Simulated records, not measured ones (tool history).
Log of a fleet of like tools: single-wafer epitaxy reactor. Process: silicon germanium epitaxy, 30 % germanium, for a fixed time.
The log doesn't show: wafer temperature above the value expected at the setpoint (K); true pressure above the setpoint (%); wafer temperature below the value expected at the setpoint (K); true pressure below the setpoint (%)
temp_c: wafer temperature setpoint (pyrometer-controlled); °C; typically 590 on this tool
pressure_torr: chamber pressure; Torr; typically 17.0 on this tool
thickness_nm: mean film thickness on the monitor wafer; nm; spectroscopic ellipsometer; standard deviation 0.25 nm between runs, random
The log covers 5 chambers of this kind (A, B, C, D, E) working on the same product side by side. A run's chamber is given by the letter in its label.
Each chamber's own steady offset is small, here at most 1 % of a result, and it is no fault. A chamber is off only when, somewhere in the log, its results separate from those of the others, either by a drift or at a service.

| run | day | temp_c | pressure_torr | hours since the last pyrometer calibration | hours since the last manometer calibration | read-back reference wafer on the same gauge, thickness_nm | thickness_nm |
|---|---|---|---|---|---|---|---|
| 1E | 0.629 | 590 | 17.0 | 771.6 | 435.5 | 47.588 | 46.627 |
| 2D | 0.971 | 590 | 17.0 | 2091.2 | 1157.5 | 47.651 | 46.134 |
| 3C | 1.504 | 590 | 17.0 | 124.3 | 107.4 | 47.682 | 46.085 |
| 4A | 2.146 | 590 | 17.0 | 361.2 | 787.5 | 47.621 | 46.176 |
| 5B | 2.738 | 590 | 17.0 | 1082.7 | 1760.5 | 47.597 | 45.948 |
| 6C | 3.058 | 590 | 17.0 | 161.6 | 144.7 | 47.586 | 45.770 |
| 7B | 3.675 | 590 | 17.0 | 1105.2 | 1783.0 | 47.637 | 45.374 |
| 8E | 4.179 | 590 | 17.0 | 856.8 | 520.7 | 47.553 | 45.696 |
| 9D | 4.704 | 590 | 17.0 | 2180.8 | 1247.1 | 47.635 | 46.008 |
| 10A | 5.138 | 582 | 17.0 | 433.0 | 859.3 | 47.580 | 39.425 |
| 11B | 5.721 | 582 | 17.0 | 1154.3 | 1832.1 | 47.620 | 39.200 |
| 12C | 6.346 | 582 | 17.0 | 240.5 | 223.6 | 47.539 | 39.520 |
| 13E | 6.746 | 582 | 17.0 | 918.4 | 582.3 | 47.565 | 39.628 |
| 14D | 7.408 | 582 | 17.0 | 2245.7 | 1312.0 | 47.551 | 39.439 |
| 15A | 7.721 | 590 | 17.0 | 495.0 | 921.3 | 47.516 | 46.012 |
| 16C | 8.217 | 590 | 17.0 | 285.4 | 268.5 | 47.622 | 46.020 |
| 17E | 8.708 | 590 | 17.0 | 965.5 | 629.4 | 47.670 | 46.241 |
| 18D | 9.050 | 590 | 17.0 | 2285.1 | 1351.4 | 47.588 | 46.163 |
| 19A | 9.333 | 590 | 17.0 | 533.7 | 960.0 | 47.541 | 46.369 |
| 20B | 9.783 | 590 | 17.0 | 1251.8 | 1929.6 | 47.549 | 44.324 |
| 21A | 10.233 | 590 | 17.0 | 555.3 | 981.6 | 47.590 | 46.306 |
| 22D | 10.642 | 590 | 17.0 | 2323.3 | 1389.6 | 47.574 | 46.093 |
| 23B | 10.975 | 590 | 17.0 | 1280.4 | 1958.2 | 47.573 | 43.769 |
| 24E | 11.375 | 590 | 17.0 | 1029.5 | 693.4 | 47.580 | 45.889 |
| 25C | 11.846 | 590 | 17.0 | 372.5 | 355.6 | 47.603 | 45.576 |
| 26D | 12.388 | 604 | 19.2 | 2365.2 | 1431.5 | 47.603 | 63.013 |
| 27B | 12.825 | 604 | 19.2 | 1324.8 | 2002.6 | 47.579 | 59.243 |
| 28C | 13.129 | 604 | 19.2 | 403.3 | 386.4 | 47.581 | 62.355 |
| 29E | 13.662 | 604 | 19.2 | 1084.4 | 748.3 | 47.636 | 62.567 |
| 30A | 14.221 | 604 | 19.2 | 651.0 | 1077.3 | 47.663 | 63.145 |
| 31C | 14.754 | 590 | 17.0 | 442.3 | 425.4 | 47.596 | 46.019 |
| 32E | 15.358 | 590 | 17.0 | 1125.1 | 789.0 | 47.657 | 46.029 |
| 33D | 15.712 | 590 | 17.0 | 2445.0 | 1511.3 | 47.540 | 46.072 |
| 34B | 16.217 | 590 | 17.0 | 1406.2 | 2084.0 | 47.584 | 42.707 |
| 35A | 16.700 | 590 | 17.0 | 710.5 | 1136.8 | 47.622 | 46.014 |

Read the log: is a single chamber off, either drifting away or since a service, is the gauge that measures every chamber drifting, or is nothing wrong beyond small per-chamber offsets? Name any odd chamber and what most likely caused it.

Little by little, chamber B moves away from the other chambers.
Likeliest cause: wafer temperature below the value expected at the setpoint (K) = 3.86.

Here are 4 candidates for chamber B's next run, each the usual settings with a change, their results left as question marks. Which one brings its results back in line with what the others give on the usual settings?
Counts as in line when no further than this from what the other chambers average on the usual settings: thickness_nm 0.880 nm
| 36B-1 | 17.179 | 596 | 17.7 |  |  |  | ? |
| 36B-2 | 17.179 | 594 | 17.4 |  |  |  | ? |
| 36B-3 | 17.179 | 584 | 16.4 |  |  |  | ? |
| 36B-4 | 17.179 | 586 | 16.6 |  |  |  | ? |

The other chambers' mean on the usual settings: thickness_nm 45.974 nm
| run | thickness_nm |
|---|---|
| 36B-1 | 48.310 |
| 36B-2 | 46.192 |
| 36B-3 | 37.215 |
| 36B-4 | 38.877 |
Change 36B-2 lands the chamber within the allowed miss of the other chambers.
